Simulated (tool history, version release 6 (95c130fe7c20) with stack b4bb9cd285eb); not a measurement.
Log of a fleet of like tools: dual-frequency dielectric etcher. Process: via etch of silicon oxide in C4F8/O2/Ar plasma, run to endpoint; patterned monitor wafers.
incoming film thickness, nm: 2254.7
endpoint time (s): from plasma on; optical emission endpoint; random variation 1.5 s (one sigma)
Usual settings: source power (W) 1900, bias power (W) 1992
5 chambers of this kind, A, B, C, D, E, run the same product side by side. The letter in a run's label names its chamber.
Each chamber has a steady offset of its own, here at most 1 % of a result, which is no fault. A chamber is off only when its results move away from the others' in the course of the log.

run	hour	source power (W)	bias power (W)	hours since the last wet clean	hours since the last source power generator calibration	hours since the last bias power generator calibration	endpoint time (s)
1E	10.4	1900	1992	46.8	2220.8	2573.7	454.09
2D	20.8	1900	1992	281.6	2076.7	1744.2	458.4
3A	29.2	1900	1992	53.2	427.9	1396.2	450.59
4B	38.5	1900	1992	271.8	913.1	1134.2	456.94
5C	50.6	1900	1792	191.2	1673.4	427.1	471.83
6A	60.3	1900	1792	84.3	459	1427.3	465.01
7E	72.2	1900	1792	108.6	2282.6	2635.5	464.96
8B	83.7	1900	1792	317	958.3	1179.4	469.61
9D	90.1	1900	1792	350.9	2146	1813.5	469.94
10C	96.4	1900	1992	237	1719.2	472.9	455.8
11B	102.6	1900	1992	335.9	977.2	1198.3	457.9
12E	114.9	1900	1992	151.3	2325.3	2678.2	450.77
13C	124.3	1900	1992	264.9	1747.1	500.8	455.07
14A	134.3	1900	1992	158.3	533	1501.3	451.1
15D	143.9	1900	1992	404.7	2199.8	1867.3	454.75
16B	156.5	1900	1992	389.8	1031.1	1252.2	456.42
17A	169.4	1900	1992	193.4	568.1	1536.4	450.07
18E	181.1	1900	1992	217.5	2391.5	2744.4	450.21
19D	187.7	1900	2369	448.5	2243.6	1911.1	428.03
20C	193.9	1900	2369	334.5	1816.7	570.4	435.7
# hour 197.4: chamber C: wet clean of the chamber
21C	207.5	1900	2369	10.2	1830.3	584	434.61
22B	214.8	1900	2369	448.1	1089.4	1310.5	434.69
23E	224.5	1900	2369	260.9	2434.9	2787.8	430.88
24A	237.6	1900	1992	261.6	636.3	1604.6	449.63
# hour 244.3: chamber E: source power generator calibrated
25D	249.9	1440	1522	510.7	2305.8	1973.3	538.54
26A	260.7	1440	1522	284.7	659.4	1627.7	544.7
27C	271.2	1440	1522	73.9	1894	647.7	553.05
28B	283.3	1440	1522	516.6	1157.9	1379	548.7
29D	291.6	1440	1522	552.4	2347.5	2015	535.88
30E	302.8	1900	1992	339.2	58.6	2866.1	453.99
# hour 311.3: chamber B: wet clean of the chamber
31C	311.3	1900	1992	114	1934.1	687.8	457.81
32E	324.1	1900	1992	360.5	79.9	2887.4	454.96
33A	332.5	1900	1992	356.5	731.2	1699.5	451.28
34B	345.8	1730	1992	34.6	1220.4	1441.5	474.47
35D	355.6	1730	1992	616.4	2411.5	2079	460.64
36C	369.3	1730	1992	172	1992.1	745.8	477.37
37D	377.2	1730	1992	638	2433.1	2100.6	461.68
38B	389.2	1730	1992	78	1263.8	1484.9	472.11
# hour 390.2: chamber E: wet clean of the chamber
39A	401.7	1900	1992	425.7	800.4	1768.7	451.32
40E	411.5	1900	1992	21.4	167.3	2974.8	452.12

Is one chamber off against the others, does the gauge drift, or is nothing wrong? If a chamber is off, say which, and what the likeliest cause is.

Chamber D drifts away from the others.
Cause: etch rate over this chamber's usual, % = 3.28.

Here are 4 candidates for chamber D's next run, each the usual settings with a change, their results left as question marks. Which one brings its results back in line with what the others give on the usual settings?
In line means no further than this from the other chambers' mean on the usual settings: endpoint time (s) 5.3
41D-1	421.5	1810	1924				?
41D-2	421.5	1900	2199				?
41D-3	421.5	1660	1992				?
41D-4	421.5	2060	2109				?

The other chambers' mean on the usual settings: endpoint time (s) 454.55
run	endpoint time (s)
41D-1	455.12
41D-2	429.7
41D-3	466.47
41D-4	421.13
41D-1 brings the chamber back in line.

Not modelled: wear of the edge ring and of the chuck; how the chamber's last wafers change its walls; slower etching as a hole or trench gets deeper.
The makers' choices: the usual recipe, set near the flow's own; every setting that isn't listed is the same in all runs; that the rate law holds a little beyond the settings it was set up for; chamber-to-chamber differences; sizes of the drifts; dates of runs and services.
